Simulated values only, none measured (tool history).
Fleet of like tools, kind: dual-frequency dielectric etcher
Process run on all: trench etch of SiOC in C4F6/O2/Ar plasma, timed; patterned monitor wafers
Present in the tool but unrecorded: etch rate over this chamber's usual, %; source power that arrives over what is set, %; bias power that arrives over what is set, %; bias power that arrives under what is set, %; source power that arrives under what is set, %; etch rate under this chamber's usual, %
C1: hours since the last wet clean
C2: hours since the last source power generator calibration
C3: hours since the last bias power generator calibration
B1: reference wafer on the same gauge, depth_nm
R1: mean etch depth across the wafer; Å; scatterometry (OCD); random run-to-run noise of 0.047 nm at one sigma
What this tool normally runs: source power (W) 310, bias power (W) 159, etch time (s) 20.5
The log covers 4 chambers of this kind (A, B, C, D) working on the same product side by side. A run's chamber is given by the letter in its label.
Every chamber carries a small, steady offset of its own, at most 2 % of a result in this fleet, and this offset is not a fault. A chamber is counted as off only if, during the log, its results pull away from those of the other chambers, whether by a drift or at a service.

Run 1B, day 0.229: usual settings; C1 16.8; C2 2246.6; C3 1348.4; B1 34.096. Result: R1 369.87 Å.
Run 2C, day 0.392: usual settings; C1 349.0; C2 3161.4; C3 137.6; B1 34.093. Result: R1 370.18 Å.
Run 3A, day 0.621: usual settings; C1 16.5; C2 1489.0; C3 597.1; B1 34.084. Result: R1 369.00 Å.
Run 4D, day 0.754: usual settings; C1 143.3; C2 1404.3; C3 2109.1; B1 34.082. Result: R1 365.54 Å.
Run 5B, day 0.967: usual settings; C1 34.5; C2 2264.3; C3 1366.1; B1 34.078. Result: R1 368.98 Å.
Run 6A, day 1.150: usual settings; C1 29.2; C2 1501.7; C3 609.8; B1 34.068. Result: R1 369.10 Å.
Run 7D, day 1.421: usual settings; C1 159.3; C2 1420.3; C3 2125.1; B1 34.064. Result: R1 364.78 Å.
Run 8C, day 1.579: usual settings; C1 377.5; C2 3189.9; C3 166.1; B1 34.053. Result: R1 371.42 Å.
Run 9D, day 1.821: usual settings; C1 168.9; C2 1429.9; C3 2134.7; B1 34.050. Result: R1 364.54 Å.
Run 10C, day 2.021: usual settings; C1 388.1; C2 3200.5; C3 176.7; B1 34.047. Result: R1 371.29 Å.
Run 11A, day 2.192: usual settings but source power (W) 380, etch time (s) 25.0; C1 54.2; C2 1526.7; C3 634.8; B1 34.032. Result: R1 487.94 Å.
Run 12B, day 2.421: usual settings but source power (W) 380, etch time (s) 25.0; C1 69.4; C2 2299.2; C3 1401.0; B1 34.031. Result: R1 487.81 Å.
Run 13D, day 2.600: usual settings but source power (W) 380, etch time (s) 25.0; C1 187.6; C2 1448.6; C3 2153.4; B1 34.026. Result: R1 481.05 Å.
Run 14B, day 2.800: usual settings but source power (W) 380, etch time (s) 25.0; C1 78.5; C2 2308.3; C3 1410.1; B1 34.019. Result: R1 487.87 Å.
Run 15C, day 3.025: usual settings; C1 412.2; C2 3224.6; C3 200.8; B1 34.023. Result: R1 369.49 Å.
Run 16A, day 3.292: usual settings; C1 80.6; C2 1553.1; C3 661.2; B1 34.012. Result: R1 369.26 Å.
Run 17C, day 3.492: usual settings but bias power (W) 181; C1 423.4; C2 3235.8; C3 212.0; B1 33.998. Result: R1 385.00 Å.
Run 18B, day 3.654: usual settings but bias power (W) 181; C1 99.0; C2 2328.8; C3 1430.6; B1 33.999. Result: R1 384.78 Å.
Run 19D, day 3.925: usual settings but bias power (W) 181; C1 219.4; C2 1480.4; C3 2185.2; B1 33.984. Result: R1 379.19 Å.
Run 20A, day 4.183: usual settings but bias power (W) 181; C1 102.0; C2 1574.5; C3 682.6; B1 33.982. Result: R1 384.11 Å.
Run 21C, day 4.388: usual settings; C1 444.9; C2 3257.3; C3 233.5; B1 33.986. Result: R1 369.23 Å.
Run 22A, day 4.558: usual settings; C1 111.0; C2 1583.5; C3 691.6; B1 33.975. Result: R1 368.21 Å.
Run 23D, day 4.779: usual settings; C1 239.9; C2 1500.9; C3 2205.7; B1 33.958. Result: R1 363.27 Å.
Run 24B, day 5.021: usual settings; C1 131.8; C2 2361.6; C3 1463.4; B1 33.954. Result: R1 367.93 Å.
Run 25D, day 5.250: usual settings; C1 251.2; C2 1512.2; C3 2217.0; B1 33.944. Result: R1 362.57 Å.
Run 26A, day 5.371: usual settings; C1 130.5; C2 1603.0; C3 711.1; B1 33.944. Result: R1 368.62 Å.
Run 27C, day 5.571: usual settings; C1 473.3; C2 3285.7; C3 261.9; B1 33.946. Result: R1 370.13 Å.
Run 28B, day 5.750: usual settings; C1 149.3; C2 2379.1; C3 1480.9; B1 33.935. Result: R1 367.68 Å.
Run 29D, day 5.917: usual settings; C1 267.2; C2 1528.2; C3 2233.0; B1 33.921. Result: R1 363.08 Å.

For the next run the whole fleet of 4 chambers uses the same settings. Give each chamber's results:
Run 30A, day 6.117: usual settings. Result: R1 ?.
Run 30B, day 6.117: usual settings. Result: R1 ?.
Run 30C, day 6.117: usual settings. Result: R1 ?.
Run 30D, day 6.117: usual settings. Result: R1 ?.

run      R1
30A  367.98
30B  367.23
30C  369.52
30D  363.15
